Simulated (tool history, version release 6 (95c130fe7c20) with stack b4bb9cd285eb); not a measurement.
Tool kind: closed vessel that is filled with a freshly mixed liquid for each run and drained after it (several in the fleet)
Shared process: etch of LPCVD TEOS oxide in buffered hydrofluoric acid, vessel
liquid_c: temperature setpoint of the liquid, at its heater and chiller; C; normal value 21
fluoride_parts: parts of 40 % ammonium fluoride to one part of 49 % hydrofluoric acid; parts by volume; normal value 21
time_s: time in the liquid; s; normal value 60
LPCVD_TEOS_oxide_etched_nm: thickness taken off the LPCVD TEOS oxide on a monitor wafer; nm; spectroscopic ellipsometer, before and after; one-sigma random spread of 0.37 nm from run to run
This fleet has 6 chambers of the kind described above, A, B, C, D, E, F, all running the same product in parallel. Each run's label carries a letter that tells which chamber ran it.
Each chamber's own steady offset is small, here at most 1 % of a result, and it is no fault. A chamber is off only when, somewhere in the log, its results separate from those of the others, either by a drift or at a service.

run	hour	liquid_c	fluoride_parts	time_s	read-back film thickness of the LPCVD TEOS oxide reference wafer, read on the same gauge (nm)	LPCVD_TEOS_oxide_etched_nm
1D	4.0	21	21	60	109.99	55.458
2C	8.1	21	21	60	110.00	54.985
3F	13.8	21	21	60	109.99	55.119
4E	20.5	21	21	60	110.00	54.628
5A	28.1	21	21	60	109.99	53.900
6B	32.1	21	21	60	110.00	55.616
7F	38.4	21	21	60	110.00	54.985
8E	42.3	21	21	60	110.01	54.102
9A	50.4	21	21	60	110.00	54.209
10B	57.8	21	21	60	109.99	54.823
11C	64.6	21	21	60	110.02	55.155
12D	68.4	24	21	60	109.99	64.913
13E	72.8	24	21	60	110.01	63.706
14F	79.2	24	21	60	110.01	64.359
15B	83.2	24	21	60	109.99	65.274
16A	91.0	24	21	60	109.99	64.044
17D	95.3	24	21	60	110.02	65.518
18C	102.8	18	21	60	109.99	45.909
19C	107.2	18	21	60	109.99	45.646
20E	113.5	18	21	60	109.99	45.535
21F	118.0	18	21	60	110.00	45.689
22D	122.4	18	21	60	109.99	46.351
# hour 124.3: chamber A: thermometer replaced
23A	130.3	18	21	60	110.01	46.071
24B	135.6	21	21	60	110.01	56.501
25F	143.1	21	21	60	110.01	55.160
26C	147.0	21	21	60	110.00	54.167
27E	155.0	21	21	60	109.99	54.629
# hour 157.2: chamber B: thermometer replaced
28B	160.5	21	21	60	110.01	56.925
29D	165.3	21	21	60	110.00	54.592
30A	169.7	21	21	60	110.02	54.130
31D	177.7	21	21	60	109.99	55.161
32F	182.3	21	21	60	109.99	55.212
33E	186.1	21	21	60	110.02	54.620
34A	191.3	21	21	60	110.00	53.798
35B	197.4	21	21	60	109.99	57.117
36C	201.1	21	21	60	109.98	53.748
37C	209.3	21	21	60	109.98	54.366
38A	215.4	21	21	60	110.00	54.505
39F	222.9	21	21	60	110.01	53.823
40D	228.2	21	21	60	109.99	55.005
41B	235.6	21	21	60	109.98	57.710
42E	241.0	21	21	60	110.00	54.369

Which is it: a chamber that has drifted or been left off by a service, a gauge drift common to all chambers, or only each chamber's usual small offset? If a chamber is off, name it and its likeliest cause.

It is chamber B that slowly wanders off from its peers.
What lies behind it: hydrofluoric acid flow above the setpoint (%) = 7.38.

Below are 4 candidate recipes for chamber B's next run, each the usual settings with a change, their results shown as question marks. Which of them brings B's results back in line with what the other chambers give on the usual settings?
In line means no further than this from the other chambers' mean on the usual settings: LPCVD_TEOS_oxide_etched_nm 1.300 nm
43B-1	247.2	21	21.5	60		?
43B-2	247.2	21	20.5	60		?
43B-3	247.2	22	21.0	60		?
43B-4	247.2	20	21.0	60		?

Average result of the remaining chambers running the usual settings: LPCVD_TEOS_oxide_etched_nm 54.576 nm
run	LPCVD_TEOS_oxide_etched_nm
43B-1	56.898
43B-2	59.655
43B-3	61.597
43B-4	55.032
It is 43B-4 that realigns the chamber with its peers.
